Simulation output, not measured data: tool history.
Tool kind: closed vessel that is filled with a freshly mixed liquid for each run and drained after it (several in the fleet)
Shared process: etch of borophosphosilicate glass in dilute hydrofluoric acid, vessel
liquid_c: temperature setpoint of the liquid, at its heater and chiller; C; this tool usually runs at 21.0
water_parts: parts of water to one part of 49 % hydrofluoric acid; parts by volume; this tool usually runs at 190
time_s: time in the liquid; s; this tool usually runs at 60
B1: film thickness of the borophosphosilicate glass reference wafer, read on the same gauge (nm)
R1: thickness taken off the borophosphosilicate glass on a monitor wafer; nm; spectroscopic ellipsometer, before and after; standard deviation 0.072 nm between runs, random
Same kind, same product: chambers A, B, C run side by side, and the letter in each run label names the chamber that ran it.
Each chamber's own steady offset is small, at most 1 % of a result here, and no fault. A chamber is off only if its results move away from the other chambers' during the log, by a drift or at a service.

{"run": "1C", "day": 0.304, "liquid_c": 21.0, "water_parts": 190, "time_s": 60, "B1": 100.08, "R1": 9.2848}
{"run": "2B", "day": 0.721, "liquid_c": 21.0, "water_parts": 190, "time_s": 60, "B1": 99.991, "R1": 9.2827}
{"run": "3A", "day": 1.017, "liquid_c": 21.0, "water_parts": 190, "time_s": 60, "B1": 99.995, "R1": 9.4006}
{"run": "4B", "day": 1.338, "liquid_c": 21.0, "water_parts": 190, "time_s": 60, "B1": 100.01, "R1": 9.2729}
{"run": "5C", "day": 1.738, "liquid_c": 17.0, "water_parts": 190, "time_s": 60, "B1": 99.967, "R1": 7.8609}
{"run": "6A", "day": 2.333, "liquid_c": 17.0, "water_parts": 190, "time_s": 60, "B1": 99.992, "R1": 8.0163}
{"run": "7B", "day": 2.708, "liquid_c": 17.0, "water_parts": 190, "time_s": 60, "B1": 99.999, "R1": 7.841}
{"run": "8A", "day": 3.029, "liquid_c": 21.0, "water_parts": 190, "time_s": 60, "B1": 100.04, "R1": 9.3018}
{"run": "9C", "day": 3.6, "liquid_c": 21.0, "water_parts": 190, "time_s": 60, "B1": 99.969, "R1": 9.2833}
{"run": "10B", "day": 3.917, "liquid_c": 21.0, "water_parts": 190, "time_s": 60, "B1": 100.01, "R1": 9.2023}
{"run": "11A", "day": 4.433, "liquid_c": 21.0, "water_parts": 190, "time_s": 60, "B1": 100.03, "R1": 9.2822}
{"day": 4.696, "done": "chamber C: hydrofluoric acid flow meter replaced"}
{"run": "12C", "day": 4.929, "liquid_c": 21.0, "water_parts": 190, "time_s": 60, "B1": 100.01, "R1": 9.2902}
{"run": "13C", "day": 5.267, "liquid_c": 21.0, "water_parts": 190, "time_s": 60, "B1": 100.01, "R1": 9.2042}
{"run": "14B", "day": 5.871, "liquid_c": 21.0, "water_parts": 190, "time_s": 60, "B1": 99.96, "R1": 9.2286}
{"run": "15A", "day": 6.442, "liquid_c": 21.0, "water_parts": 190, "time_s": 60, "B1": 100.0, "R1": 9.2839}
{"run": "16A", "day": 6.808, "liquid_c": 21.0, "water_parts": 190, "time_s": 60, "B1": 100.0, "R1": 9.4593}
{"run": "17C", "day": 7.283, "liquid_c": 21.0, "water_parts": 190, "time_s": 60, "B1": 99.99, "R1": 9.3219}
{"run": "18B", "day": 7.629, "liquid_c": 21.0, "water_parts": 190, "time_s": 60, "B1": 99.988, "R1": 9.2856}
{"run": "19C", "day": 8.008, "liquid_c": 21.0, "water_parts": 190, "time_s": 60, "B1": 100.0, "R1": 9.2543}
{"run": "20A", "day": 8.583, "liquid_c": 21.0, "water_parts": 190, "time_s": 60, "B1": 100.01, "R1": 9.3288}
{"run": "21B", "day": 9.271, "liquid_c": 21.0, "water_parts": 190, "time_s": 60, "B1": 100.0, "R1": 9.2968}
{"run": "22B", "day": 9.9, "liquid_c": 21.0, "water_parts": 190, "time_s": 60, "B1": 99.996, "R1": 9.3185}
{"run": "23C", "day": 10.283, "liquid_c": 21.0, "water_parts": 190, "time_s": 60, "B1": 99.98, "R1": 9.3981}
{"run": "24A", "day": 10.646, "liquid_c": 21.0, "water_parts": 190, "time_s": 40, "B1": 100.01, "R1": 6.3183}
{"run": "25B", "day": 11.233, "liquid_c": 21.0, "water_parts": 190, "time_s": 40, "B1": 100.02, "R1": 6.1411}
{"run": "26C", "day": 11.642, "liquid_c": 21.0, "water_parts": 190, "time_s": 40, "B1": 99.986, "R1": 6.2386}
{"run": "27A", "day": 12.092, "liquid_c": 21.0, "water_parts": 190, "time_s": 60, "B1": 100.03, "R1": 9.7329}
{"run": "28C", "day": 12.771, "liquid_c": 21.0, "water_parts": 245, "time_s": 90, "B1": 100.02, "R1": 10.211}
{"run": "29A", "day": 13.275, "liquid_c": 21.0, "water_parts": 245, "time_s": 90, "B1": 99.96, "R1": 10.752}
{"run": "30B", "day": 13.842, "liquid_c": 21.0, "water_parts": 245, "time_s": 90, "B1": 99.988, "R1": 10.245}
{"run": "31B", "day": 14.521, "liquid_c": 21.0, "water_parts": 100, "time_s": 60, "B1": 100.03, "R1": 19.795}
{"run": "32C", "day": 14.854, "liquid_c": 21.0, "water_parts": 100, "time_s": 60, "B1": 99.966, "R1": 19.531}
{"run": "33A", "day": 15.196, "liquid_c": 21.0, "water_parts": 100, "time_s": 60, "B1": 99.988, "R1": 20.568}
{"run": "34B", "day": 15.633, "liquid_c": 21.0, "water_parts": 190, "time_s": 60, "B1": 99.986, "R1": 9.2811}
{"run": "35A", "day": 16.183, "liquid_c": 21.0, "water_parts": 190, "time_s": 60, "B1": 100.01, "R1": 9.7435}
{"run": "36C", "day": 16.817, "liquid_c": 21.0, "water_parts": 190, "time_s": 60, "B1": 99.981, "R1": 9.3645}
{"run": "37A", "day": 17.192, "liquid_c": 21.0, "water_parts": 190, "time_s": 60, "B1": 99.996, "R1": 9.7796}
{"run": "38B", "day": 17.496, "liquid_c": 21.0, "water_parts": 190, "time_s": 60, "B1": 100.03, "R1": 9.2878}

Read the log: is a single chamber off, either drifting away or since a service, is the gauge that measures every chamber drifting, or is nothing wrong beyond small per-chamber offsets? Name any odd chamber and what most likely caused it.

Little by little, chamber A moves away from the other chambers.
What lies behind it: hydrofluoric acid flow above the setpoint (%) = 4.89.
The log might look much the same if the cause were instead: liquid hotter than its thermometer reads (K).

Below are 4 candidate recipes for chamber A's next run, each the usual settings with a change, their results shown as question marks. Which of them brings A's results back in line with what the other chambers give on the usual settings?
To be in line, a result may differ from the other chambers' mean on the usual settings by at most: R1 0.2500 nm
{"run": "39A-1", "day": 17.992, "liquid_c": 18.0, "water_parts": 190, "time_s": 60, "R1": "?"}
{"run": "39A-2", "day": 17.992, "liquid_c": 19.5, "water_parts": 190, "time_s": 60, "R1": "?"}
{"run": "39A-3", "day": 17.992, "liquid_c": 22.5, "water_parts": 190, "time_s": 60, "R1": "?"}
{"run": "39A-4", "day": 17.992, "liquid_c": 21.0, "water_parts": 170, "time_s": 60, "R1": "?"}

The mean the other chambers reach with the usual settings: R1 9.2748 nm
run=39A-1 R1=8.8135
run=39A-2 R1=9.3445
run=39A-3 R1=10.4800
run=39A-4 R1=11.3080
It is 39A-2 that realigns the chamber with its peers.
